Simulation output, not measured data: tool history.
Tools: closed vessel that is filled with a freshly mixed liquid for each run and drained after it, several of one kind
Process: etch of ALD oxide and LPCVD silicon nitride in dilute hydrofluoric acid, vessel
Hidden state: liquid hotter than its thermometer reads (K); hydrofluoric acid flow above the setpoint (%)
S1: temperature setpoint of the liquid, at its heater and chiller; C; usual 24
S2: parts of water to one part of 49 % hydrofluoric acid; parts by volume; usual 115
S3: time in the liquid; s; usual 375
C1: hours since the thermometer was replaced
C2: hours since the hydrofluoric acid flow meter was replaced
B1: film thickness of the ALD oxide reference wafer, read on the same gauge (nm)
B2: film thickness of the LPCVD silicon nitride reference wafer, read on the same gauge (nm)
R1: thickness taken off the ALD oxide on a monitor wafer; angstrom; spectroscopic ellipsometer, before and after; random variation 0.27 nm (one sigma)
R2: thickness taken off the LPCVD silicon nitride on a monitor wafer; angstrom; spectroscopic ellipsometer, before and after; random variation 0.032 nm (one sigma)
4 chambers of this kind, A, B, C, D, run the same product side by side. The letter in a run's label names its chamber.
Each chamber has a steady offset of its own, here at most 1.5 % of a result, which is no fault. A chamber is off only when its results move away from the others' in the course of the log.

run,hour,S1,S2,S3,C1,C2,B1,B2,R1,R2
1D,14.5,24,115,375,1363.4,209,79.973,139.98,356.59,17.477
2B,27,24,115,375,1218.2,1976.4,80.018,140.03,356.76,17.944
3A,42.5,24,115,375,1936.1,544.7,79.975,139.95,355.61,18.835
4C,53.4,24,115,375,1604.8,963.9,79.983,140,357.24,17.827
5D,69.4,24,115,375,1418.3,263.9,80.022,140,357.11,18.502
# hour 74.9: chamber B: hydrofluoric acid flow meter replaced
6A,83.8,24,115,375,1977.4,586,79.99,140.02,351.71,18.699
7B,97.1,24,115,375,1288.3,22.3,79.999,139.97,355.24,17.954
8C,104,24,115,375,1655.4,1014.5,79.991,140.03,358.52,18.209
9D,114.3,24,115,375,1463.2,308.8,80,139.98,360.02,17.656
10A,129.8,24,115,375,2023.4,632,79.987,139.99,354.66,18.011
11B,143.4,24,115,375,1334.6,68.6,79.964,139.99,355.29,18.386
12C,158.6,24,115,375,1710,1069.1,79.975,140.01,358.03,18.44
13B,171.2,24,115,375,1362.4,96.4,79.994,140,355.24,18.11
14A,186.6,24,115,375,2080.2,688.8,80.022,140.03,350.34,18.035
15C,197.9,24,115,375,1749.3,1108.4,80.004,140.03,364.21,18.605
16D,211.3,24,115,375,1560.2,405.8,80.027,139.99,359.19,18.592
17A,225.2,24,115,375,2118.8,727.4,79.982,140,359.74,17.843
18B,238.7,24,115,375,1429.9,163.9,80.016,140.01,359.22,17.941
19D,254.5,24,115,375,1603.4,449,80.012,140.03,357.43,18.187
# hour 265.5: chamber D: thermometer replaced
20C,267,24,115,375,1818.4,1177.5,80.007,140,368.77,18.717
21B,276.9,24,115,375,1468.1,202.1,80.027,140.03,363.4,18.058
22A,285.4,24,140,470,2179,787.6,79.98,139.98,357.28,19.023
23C,293,24,140,470,1844.4,1203.5,80,140,366.73,19.62
24D,300.9,24,140,470,35.5,495.4,80.003,140.06,358.77,18.498
25B,309.2,24,140,470,1500.4,234.4,79.992,139.95,360.65,17.951
26A,324.8,24,115,375,2218.4,827,79.981,139.98,356.36,18.104
27C,337.7,24,115,375,1889.1,1248.2,80.01,139.98,364.63,19.378
28D,353.9,24,115,375,88.5,548.4,80.005,139.98,361.97,18.261
29C,369.6,24,115,375,1921,1280.1,80.007,139.99,369.71,19.349
30D,381.4,24,115,375,116,575.9,80.004,140.01,355.96,18.148
31B,396.1,24,115,375,1587.3,321.3,79.997,139.97,355.23,17.857
32A,411.4,24,115,375,2305,913.6,80.009,139.95,359.6,17.896
# hour 413.3: chamber C: hydrofluoric acid flow meter replaced
33D,422.9,24,115,375,157.5,617.4,80.001,140.01,355.5,19.006
34C,432.5,21.5,155,375,1983.9,19.2,79.982,139.99,243.09,11.988
35B,448.2,21.5,155,375,1639.4,373.4,80.022,139.96,232.56,11.274
36A,458.2,21.5,155,375,2351.8,960.4,79.966,139.98,229.69,11.892
37A,471.3,21.5,155,375,2364.9,973.5,80.016,140.06,230.28,11.462
# hour 476.1: chamber B: thermometer replaced
38D,482.5,24,115,375,217.1,677,80.004,139.98,354.35,17.722
39C,493.4,24,115,375,2044.8,80.1,79.996,140.03,372.39,19.881
40B,503,24,115,375,26.9,428.2,79.966,139.98,353.87,17.575
41B,519.1,24,115,375,43,444.3,80.013,139.95,361.83,18.088
42C,531.4,24,115,225,2082.8,118.1,79.979,139.96,229.99,11.982
43D,541.4,24,115,225,276,735.9,79.969,139.99,214.16,10.867

Is one chamber off against the others, does the gauge drift, or is nothing wrong? If a chamber is off, say which, and what the likeliest cause is.

Chamber C drifts away from the others.
Cause: liquid hotter than its thermometer reads (K) = 1.66.

Here are 4 candidates for chamber C's next run, each the usual settings with a change, their results left as question marks. Which one brings its results back in line with what the others give on the usual settings?
In line means no further than this from the other chambers' mean on the usual settings: R1 9.6 angstrom; R2 1.1 angstrom
44C-1,553,22.5,110,355,,,,,?,?
44C-2,553,25.5,120,395,,,,,?,?
44C-3,553,27,125,415,,,,,?,?
44C-4,553,21,105,340,,,,,?,?

The other chambers' mean on the usual settings: R1 356.37 angstrom; R2 18.163 angstrom
run,R1,R2
44C-1,358.57,18.161
44C-2,404.56,22.421
44C-3,428.4,24.82
44C-4,341.48,16.522
44C-1 brings the chamber back in line.

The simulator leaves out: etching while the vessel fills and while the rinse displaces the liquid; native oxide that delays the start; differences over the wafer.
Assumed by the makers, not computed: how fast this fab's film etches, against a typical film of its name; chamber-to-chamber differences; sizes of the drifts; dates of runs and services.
